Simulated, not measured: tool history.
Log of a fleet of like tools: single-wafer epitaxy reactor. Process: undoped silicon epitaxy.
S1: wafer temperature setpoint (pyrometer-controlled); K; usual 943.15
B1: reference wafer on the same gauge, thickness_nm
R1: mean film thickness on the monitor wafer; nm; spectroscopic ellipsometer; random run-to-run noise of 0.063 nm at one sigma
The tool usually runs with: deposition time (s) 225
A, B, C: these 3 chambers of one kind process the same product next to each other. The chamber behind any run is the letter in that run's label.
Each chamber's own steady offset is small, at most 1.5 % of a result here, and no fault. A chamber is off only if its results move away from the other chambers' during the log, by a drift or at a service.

run 1B hour=3.5 | S1=943.15 deposition_time_(s)=225 | B1=63.295 | R1=57.625
run 2C hour=7.3 | S1=943.15 deposition_time_(s)=225 | B1=63.31 | R1=56.997
run 3A hour=10.7 | S1=943.15 deposition_time_(s)=225 | B1=63.319 | R1=57.697
run 4B hour=16 | S1=943.15 deposition_time_(s)=225 | B1=63.329 | R1=57.513
run 5A hour=20.2 | S1=943.15 deposition_time_(s)=225 | B1=63.343 | R1=57.734
run 6C hour=23.2 | S1=943.15 deposition_time_(s)=253 | B1=63.327 | R1=64.161
run 7C hour=28 | S1=943.15 deposition_time_(s)=253 | B1=63.346 | R1=64.049
run 8B hour=31.6 | S1=943.15 deposition_time_(s)=253 | B1=63.358 | R1=64.748
run 9A hour=34.5 | S1=943.15 deposition_time_(s)=225 | B1=63.36 | R1=57.67
run 10C hour=39.7 | S1=943.15 deposition_time_(s)=225 | B1=63.384 | R1=56.92
run 11A hour=42.3 | S1=949.15 deposition_time_(s)=185 | B1=63.374 | R1=53.834
run 12B hour=46.6 | S1=949.15 deposition_time_(s)=185 | B1=63.4 | R1=53.605
run 13A hour=49.1 | S1=949.15 deposition_time_(s)=185 | B1=63.398 | R1=53.951
run 14C hour=52.9 | S1=943.15 deposition_time_(s)=200 | B1=63.363 | R1=50.724
run 15B hour=56 | S1=943.15 deposition_time_(s)=200 | B1=63.4 | R1=51.291
run 16C hour=58.7 | S1=943.15 deposition_time_(s)=200 | B1=63.393 | R1=50.697
run 17B hour=62.1 | S1=943.15 deposition_time_(s)=225 | B1=63.413 | R1=57.615
run 18A hour=67 | S1=943.15 deposition_time_(s)=225 | B1=63.415 | R1=57.874
run 19B hour=72 | S1=943.15 deposition_time_(s)=225 | B1=63.406 | R1=57.755
run 20C hour=76.2 | S1=943.15 deposition_time_(s)=225 | B1=63.412 | R1=57.015
run 21A hour=81.4 | S1=943.15 deposition_time_(s)=225 | B1=63.434 | R1=57.735
run 22A hour=85.8 | S1=943.15 deposition_time_(s)=225 | B1=63.44 | R1=57.947
run 23B hour=91.2 | S1=943.15 deposition_time_(s)=225 | B1=63.437 | R1=57.723
run 24C hour=95.1 | S1=943.15 deposition_time_(s)=225 | B1=63.46 | R1=57.208
run 25C hour=98.4 | S1=943.15 deposition_time_(s)=225 | B1=63.449 | R1=57.026
run 26B hour=103.7 | S1=943.15 deposition_time_(s)=225 | B1=63.463 | R1=57.686
run 27A hour=106.7 | S1=943.15 deposition_time_(s)=225 | B1=63.473 | R1=57.778
run 28C hour=112.1 | S1=943.15 deposition_time_(s)=225 | B1=63.473 | R1=57.218
run 29B hour=117 | S1=958.15 deposition_time_(s)=225 | B1=63.47 | R1=78.631
run 30A hour=119.9 | S1=958.15 deposition_time_(s)=225 | B1=63.489 | R1=78.983
-- hour=121.7 chamber B: pyrometer calibrated
run 31B hour=124.5 | S1=958.15 deposition_time_(s)=225 | B1=63.494 | R1=78.601
run 32C hour=127.6 | S1=943.15 deposition_time_(s)=225 | B1=63.498 | R1=57.118
run 33A hour=132.2 | S1=943.15 deposition_time_(s)=225 | B1=63.521 | R1=57.897
run 34C hour=135.4 | S1=943.15 deposition_time_(s)=225 | B1=63.519 | R1=57.179
run 35B hour=138.6 | S1=943.15 deposition_time_(s)=225 | B1=63.527 | R1=57.749
run 36A hour=141.4 | S1=943.15 deposition_time_(s)=225 | B1=63.522 | R1=57.91
run 37C hour=144.6 | S1=943.15 deposition_time_(s)=225 | B1=63.534 | R1=57.249
run 38A hour=147.5 | S1=943.15 deposition_time_(s)=225 | B1=63.535 | R1=57.958
run 39B hour=150.3 | S1=943.15 deposition_time_(s)=225 | B1=63.545 | R1=57.712
run 40C hour=155.1 | S1=943.15 deposition_time_(s)=225 | B1=63.534 | R1=57.261
run 41B hour=158.9 | S1=943.15 deposition_time_(s)=225 | B1=63.554 | R1=57.824
run 42A hour=163.4 | S1=943.15 deposition_time_(s)=225 | B1=63.565 | R1=58.016
run 43C hour=167.8 | S1=943.15 deposition_time_(s)=225 | B1=63.554 | R1=57.226
run 44B hour=172.6 | S1=943.15 deposition_time_(s)=225 | B1=63.564 | R1=57.858

Does one chamber stand apart from the rest, does the shared gauge drift, or is all well apart from small per-chamber offsets? Give the chamber and the most likely cause, where there is one.

The shared gauge is drifting. All chambers look as if they move in step, but none is off.
Cause: gauge reads high (%) = 0.446.
